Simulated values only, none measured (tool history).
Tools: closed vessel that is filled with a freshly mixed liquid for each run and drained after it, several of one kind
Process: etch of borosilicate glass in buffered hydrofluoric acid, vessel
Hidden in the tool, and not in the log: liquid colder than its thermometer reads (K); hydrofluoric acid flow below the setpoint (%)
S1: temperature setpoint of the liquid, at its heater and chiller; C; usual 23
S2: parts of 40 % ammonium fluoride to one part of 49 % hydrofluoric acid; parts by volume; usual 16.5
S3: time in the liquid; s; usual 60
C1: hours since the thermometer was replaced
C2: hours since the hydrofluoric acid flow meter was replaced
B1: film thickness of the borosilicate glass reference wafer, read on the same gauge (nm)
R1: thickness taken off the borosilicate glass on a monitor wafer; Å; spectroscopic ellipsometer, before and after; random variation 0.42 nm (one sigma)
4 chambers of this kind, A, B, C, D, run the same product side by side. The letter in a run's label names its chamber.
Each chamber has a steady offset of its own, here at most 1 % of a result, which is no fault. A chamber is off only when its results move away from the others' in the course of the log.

run	hour	S1	S2	S3	C1	C2	B1	R1
1B	4.0	23	16.5	60	213.5	547.8	150.00	483.04
2A	6.5	23	16.5	60	1072.3	1206.2	150.03	488.90
3C	9.5	23	16.5	60	301.8	1449.1	150.01	495.32
4D	12.4	23	16.5	60	673.3	929.0	149.99	488.92
5B	15.7	23	16.5	60	225.2	559.5	150.01	484.57
6C	19.5	21	11.5	60	311.8	1459.1	150.03	615.11
7D	22.3	21	11.5	60	683.2	938.9	150.02	630.82
8A	24.3	21	11.5	60	1090.1	1224.0	149.96	626.45
9B	27.4	21	11.5	60	236.9	571.2	150.01	618.94
10A	31.4	23	16.5	60	1097.2	1231.1	150.00	489.40
11D	35.5	23	16.5	60	696.4	952.1	150.01	481.82
12C	37.6	23	16.5	30	329.9	1477.2	150.00	237.78
13A	41.6	23	16.5	30	1107.4	1241.3	149.99	242.92
14C	44.9	23	16.5	30	337.2	1484.5	149.98	236.08
15B	47.5	23	16.5	30	257.0	591.3	150.00	240.46
16D	51.3	23	16.5	60	712.2	967.9	150.02	494.08
17C	53.7	23	16.5	60	346.0	1493.3	150.00	480.22
18D	56.8	23	16.5	60	717.7	973.4	149.96	493.91
19A	60.9	23	16.5	60	1126.7	1260.6	150.00	487.97
20B	64.2	23	16.5	60	273.7	608.0	150.00	482.18
21C	66.9	23	16.5	60	359.2	1506.5	149.98	468.33
22A	71.0	23	20.5	60	1136.8	1270.7	149.99	402.41
23B	74.3	23	20.5	60	283.8	618.1	150.03	392.33
24D	78.9	23	20.5	60	739.8	995.5	150.00	394.75
25C	82.0	23	20.5	60	374.3	1521.6	150.00	380.18
26A	85.9	23	16.5	30	1151.7	1285.6	150.02	247.41
27B	90.1	23	16.5	30	299.6	633.9	150.03	240.07
28D	93.0	23	16.5	30	753.9	1009.6	150.01	243.98

What goes on in this fleet: one chamber off, a drifting gauge, or nothing beyond the chambers' own small offsets? Name the chamber and the cause, if any.

Chamber C drifts away from the others.
Cause: liquid colder than its thermometer reads (K) = 1.28.
The log may not tell that from: hydrofluoric acid flow below the setpoint (%).

Here are 4 candidates for chamber C's next run, each the usual settings with a change, their results left as question marks. Which one brings its results back in line with what the others give on the usual settings?
In line means no further than this from the other chambers' mean on the usual settings: R1 15.00 Å
29C-1	96.2	22.5	17.0	60				?
29C-2	96.2	23.0	17.0	55				?
29C-3	96.2	23.0	16.0	65				?
29C-4	96.2	23.5	16.0	60				?

The other chambers' mean on the usual settings: R1 486.97 Å
run	R1
29C-1	433.44
29C-2	408.30
29C-3	511.96
29C-4	485.86
29C-4 brings the chamber back in line.
